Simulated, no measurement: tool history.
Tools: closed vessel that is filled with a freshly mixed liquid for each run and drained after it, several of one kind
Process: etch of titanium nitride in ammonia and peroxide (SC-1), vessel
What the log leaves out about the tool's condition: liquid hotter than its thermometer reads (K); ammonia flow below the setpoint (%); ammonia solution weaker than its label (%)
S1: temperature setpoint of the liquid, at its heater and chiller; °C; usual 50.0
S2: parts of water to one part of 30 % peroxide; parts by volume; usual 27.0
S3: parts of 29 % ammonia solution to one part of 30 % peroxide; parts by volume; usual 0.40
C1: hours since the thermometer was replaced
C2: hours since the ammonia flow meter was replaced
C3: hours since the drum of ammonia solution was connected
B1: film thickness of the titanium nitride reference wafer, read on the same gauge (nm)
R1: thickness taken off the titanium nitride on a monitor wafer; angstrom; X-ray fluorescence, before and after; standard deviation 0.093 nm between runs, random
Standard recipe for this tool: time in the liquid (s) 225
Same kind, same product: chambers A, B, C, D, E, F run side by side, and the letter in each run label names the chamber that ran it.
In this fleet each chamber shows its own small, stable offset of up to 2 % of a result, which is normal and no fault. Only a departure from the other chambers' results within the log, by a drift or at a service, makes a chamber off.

{"run": "1C", "hour": 7.9, "S1": 50.0, "S2": 27.0, "S3": 0.4, "time in the liquid (s)": 225, "C1": 27.1, "C2": 88.6, "C3": 196.5, "B1": 80.009, "R1": 100.66}
{"run": "2E", "hour": 12.0, "S1": 50.0, "S2": 27.0, "S3": 0.4, "time in the liquid (s)": 225, "C1": 291.4, "C2": 363.2, "C3": 516.9, "B1": 80.036, "R1": 99.435}
{"hour": 16.2, "done": "chamber D: thermometer replaced"}
{"run": "3B", "hour": 17.2, "S1": 50.0, "S2": 27.0, "S3": 0.4, "time in the liquid (s)": 225, "C1": 1070.1, "C2": 427.4, "C3": 368.6, "B1": 80.023, "R1": 99.317}
{"hour": 19.4, "done": "chamber F: new drum of ammonia solution connected"}
{"run": "4A", "hour": 25.0, "S1": 50.0, "S2": 27.0, "S3": 0.4, "time in the liquid (s)": 225, "C1": 255.4, "C2": 179.0, "C3": 122.6, "B1": 79.98, "R1": 101.22}
{"run": "5F", "hour": 34.1, "S1": 50.0, "S2": 27.0, "S3": 0.2, "time in the liquid (s)": 225, "C1": 814.6, "C2": 295.6, "C3": 14.7, "B1": 80.007, "R1": 87.503}
{"hour": 38.0, "done": "chamber E: ammonia flow meter replaced"}
{"run": "6D", "hour": 41.5, "S1": 50.0, "S2": 27.0, "S3": 0.2, "time in the liquid (s)": 225, "C1": 25.3, "C2": 1343.9, "C3": 859.1, "B1": 79.981, "R1": 85.198}
{"run": "7B", "hour": 50.0, "S1": 50.0, "S2": 27.0, "S3": 0.2, "time in the liquid (s)": 225, "C1": 1102.9, "C2": 460.2, "C3": 401.4, "B1": 80.009, "R1": 85.957}
{"run": "8F", "hour": 56.9, "S1": 50.0, "S2": 27.0, "S3": 0.2, "time in the liquid (s)": 225, "C1": 837.4, "C2": 318.4, "C3": 37.5, "B1": 80.03, "R1": 87.128}
{"run": "9E", "hour": 63.9, "S1": 50.0, "S2": 27.0, "S3": 0.2, "time in the liquid (s)": 225, "C1": 343.3, "C2": 25.9, "C3": 568.8, "B1": 79.994, "R1": 87.488}
{"run": "10C", "hour": 72.5, "S1": 50.0, "S2": 27.0, "S3": 0.2, "time in the liquid (s)": 225, "C1": 91.7, "C2": 153.2, "C3": 261.1, "B1": 79.997, "R1": 86.612}
{"run": "11A", "hour": 78.0, "S1": 50.0, "S2": 27.0, "S3": 0.55, "time in the liquid (s)": 170, "C1": 308.4, "C2": 232.0, "C3": 175.6, "B1": 80.008, "R1": 80.868}
{"run": "12D", "hour": 82.9, "S1": 50.0, "S2": 27.0, "S3": 0.55, "time in the liquid (s)": 170, "C1": 66.7, "C2": 1385.3, "C3": 900.5, "B1": 79.981, "R1": 80.139}
{"run": "13A", "hour": 88.3, "S1": 50.0, "S2": 27.0, "S3": 0.55, "time in the liquid (s)": 170, "C1": 318.7, "C2": 242.3, "C3": 185.9, "B1": 79.977, "R1": 82.607}
{"run": "14E", "hour": 95.3, "S1": 50.0, "S2": 27.0, "S3": 0.55, "time in the liquid (s)": 170, "C1": 374.7, "C2": 57.3, "C3": 600.2, "B1": 79.999, "R1": 80.02}
{"run": "15D", "hour": 102.2, "S1": 50.0, "S2": 27.0, "S3": 0.55, "time in the liquid (s)": 170, "C1": 86.0, "C2": 1404.6, "C3": 919.8, "B1": 79.953, "R1": 78.799}
{"hour": 107.7, "done": "chamber A: new drum of ammonia solution connected"}
{"run": "16B", "hour": 110.2, "S1": 50.0, "S2": 27.0, "S3": 0.55, "time in the liquid (s)": 170, "C1": 1163.1, "C2": 520.4, "C3": 461.6, "B1": 80.057, "R1": 78.565}
{"run": "17F", "hour": 115.1, "S1": 50.0, "S2": 27.0, "S3": 0.4, "time in the liquid (s)": 225, "C1": 895.6, "C2": 376.6, "C3": 95.7, "B1": 79.986, "R1": 99.253}
{"run": "18C", "hour": 120.5, "S1": 50.0, "S2": 27.0, "S3": 0.4, "time in the liquid (s)": 225, "C1": 139.7, "C2": 201.2, "C3": 309.1, "B1": 79.964, "R1": 99.254}
{"run": "19C", "hour": 129.5, "S1": 50.0, "S2": 27.0, "S3": 0.4, "time in the liquid (s)": 225, "C1": 148.7, "C2": 210.2, "C3": 318.1, "B1": 80.023, "R1": 100.46}
{"run": "20E", "hour": 137.6, "S1": 50.0, "S2": 27.0, "S3": 0.4, "time in the liquid (s)": 225, "C1": 417.0, "C2": 99.6, "C3": 642.5, "B1": 80.014, "R1": 98.15}
{"run": "21D", "hour": 142.5, "S1": 42.5, "S2": 27.0, "S3": 0.4, "time in the liquid (s)": 295, "C1": 126.3, "C2": 1444.9, "C3": 960.1, "B1": 79.987, "R1": 75.258}
{"run": "22A", "hour": 148.9, "S1": 42.5, "S2": 27.0, "S3": 0.4, "time in the liquid (s)": 295, "C1": 379.3, "C2": 302.9, "C3": 41.2, "B1": 79.968, "R1": 78.932}
{"run": "23F", "hour": 156.4, "S1": 42.5, "S2": 27.0, "S3": 0.4, "time in the liquid (s)": 295, "C1": 936.9, "C2": 417.9, "C3": 137.0, "B1": 79.986, "R1": 77.477}
{"run": "24B", "hour": 164.2, "S1": 42.5, "S2": 27.0, "S3": 0.4, "time in the liquid (s)": 295, "C1": 1217.1, "C2": 574.4, "C3": 515.6, "B1": 79.999, "R1": 74.692}
{"run": "25E", "hour": 170.0, "S1": 42.5, "S2": 27.0, "S3": 0.4, "time in the liquid (s)": 295, "C1": 449.4, "C2": 132.0, "C3": 674.9, "B1": 80.006, "R1": 79.146}
{"hour": 172.3, "done": "chamber F: ammonia flow meter replaced"}
{"run": "26B", "hour": 179.0, "S1": 42.5, "S2": 27.0, "S3": 0.4, "time in the liquid (s)": 295, "C1": 1231.9, "C2": 589.2, "C3": 530.4, "B1": 80.01, "R1": 76.364}
{"run": "27C", "hour": 186.9, "S1": 50.0, "S2": 27.0, "S3": 0.4, "time in the liquid (s)": 225, "C1": 206.1, "C2": 267.6, "C3": 375.5, "B1": 80.007, "R1": 102.38}
{"run": "28F", "hour": 194.6, "S1": 42.0, "S2": 27.0, "S3": 0.25, "time in the liquid (s)": 225, "C1": 975.1, "C2": 22.4, "C3": 175.2, "B1": 79.988, "R1": 53.45}
{"run": "29D", "hour": 200.4, "S1": 42.0, "S2": 27.0, "S3": 0.25, "time in the liquid (s)": 225, "C1": 184.2, "C2": 1502.8, "C3": 1018.0, "B1": 79.975, "R1": 50.118}
{"run": "30A", "hour": 204.4, "S1": 42.0, "S2": 27.0, "S3": 0.25, "time in the liquid (s)": 225, "C1": 434.8, "C2": 358.4, "C3": 96.7, "B1": 79.99, "R1": 52.014}
{"run": "31D", "hour": 212.9, "S1": 42.0, "S2": 27.0, "S3": 0.25, "time in the liquid (s)": 225, "C1": 196.7, "C2": 1515.3, "C3": 1030.5, "B1": 80.006, "R1": 50.417}
{"run": "32F", "hour": 219.1, "S1": 42.0, "S2": 27.0, "S3": 0.25, "time in the liquid (s)": 225, "C1": 999.6, "C2": 46.9, "C3": 199.7, "B1": 79.956, "R1": 54.517}
{"run": "33A", "hour": 223.6, "S1": 42.0, "S2": 27.0, "S3": 0.25, "time in the liquid (s)": 225, "C1": 454.0, "C2": 377.6, "C3": 115.9, "B1": 79.983, "R1": 51.975}
{"run": "34B", "hour": 232.5, "S1": 50.0, "S2": 27.0, "S3": 0.4, "time in the liquid (s)": 225, "C1": 1285.4, "C2": 642.7, "C3": 583.9, "B1": 80.002, "R1": 97.982}
{"run": "35C", "hour": 238.9, "S1": 50.0, "S2": 27.0, "S3": 0.4, "time in the liquid (s)": 225, "C1": 258.1, "C2": 319.6, "C3": 427.5, "B1": 79.996, "R1": 98.473}
{"run": "36E", "hour": 247.8, "S1": 50.0, "S2": 27.0, "S3": 0.4, "time in the liquid (s)": 225, "C1": 527.2, "C2": 209.8, "C3": 752.7, "B1": 79.989, "R1": 100.09}
{"run": "37F", "hour": 254.6, "S1": 50.0, "S2": 27.0, "S3": 0.4, "time in the liquid (s)": 225, "C1": 1035.1, "C2": 82.4, "C3": 235.2, "B1": 80.001, "R1": 107.57}
{"run": "38A", "hour": 259.0, "S1": 50.0, "S2": 27.0, "S3": 0.4, "time in the liquid (s)": 225, "C1": 489.4, "C2": 413.0, "C3": 151.3, "B1": 79.955, "R1": 100.44}
{"run": "39B", "hour": 263.8, "S1": 50.0, "S2": 27.0, "S3": 0.4, "time in the liquid (s)": 225, "C1": 1316.7, "C2": 674.0, "C3": 615.2, "B1": 80.014, "R1": 97.982}
{"run": "40C", "hour": 270.3, "S1": 46.5, "S2": 32.5, "S3": 0.4, "time in the liquid (s)": 225, "C1": 289.5, "C2": 351.0, "C3": 458.9, "B1": 79.999, "R1": 71.087}
{"run": "41D", "hour": 277.7, "S1": 46.5, "S2": 32.5, "S3": 0.4, "time in the liquid (s)": 225, "C1": 261.5, "C2": 1580.1, "C3": 1095.3, "B1": 79.996, "R1": 68.812}
{"run": "42E", "hour": 286.2, "S1": 46.5, "S2": 32.5, "S3": 0.4, "time in the liquid (s)": 225, "C1": 565.6, "C2": 248.2, "C3": 791.1, "B1": 79.97, "R1": 68.916}
{"run": "43E", "hour": 291.1, "S1": 46.5, "S2": 32.5, "S3": 0.4, "time in the liquid (s)": 225, "C1": 570.5, "C2": 253.1, "C3": 796.0, "B1": 80.019, "R1": 70.781}

For the next run the whole fleet of 6 chambers uses the same settings. Give each chamber's results:
{"run": "44A", "hour": 297.7, "S1": 50.0, "S2": 27.0, "S3": 0.55, "time in the liquid (s)": 225, "R1": "?"}
{"run": "44B", "hour": 297.7, "S1": 50.0, "S2": 27.0, "S3": 0.55, "time in the liquid (s)": 225, "R1": "?"}
{"run": "44C", "hour": 297.7, "S1": 50.0, "S2": 27.0, "S3": 0.55, "time in the liquid (s)": 225, "R1": "?"}
{"run": "44D", "hour": 297.7, "S1": 50.0, "S2": 27.0, "S3": 0.55, "time in the liquid (s)": 225, "R1": "?"}
{"run": "44E", "hour": 297.7, "S1": 50.0, "S2": 27.0, "S3": 0.55, "time in the liquid (s)": 225, "R1": "?"}
{"run": "44F", "hour": 297.7, "S1": 50.0, "S2": 27.0, "S3": 0.55, "time in the liquid (s)": 225, "R1": "?"}

run=44A R1=107.730
run=44B R1=105.210
run=44C R1=106.680
run=44D R1=104.770
run=44E R1=104.500
run=44F R1=115.160
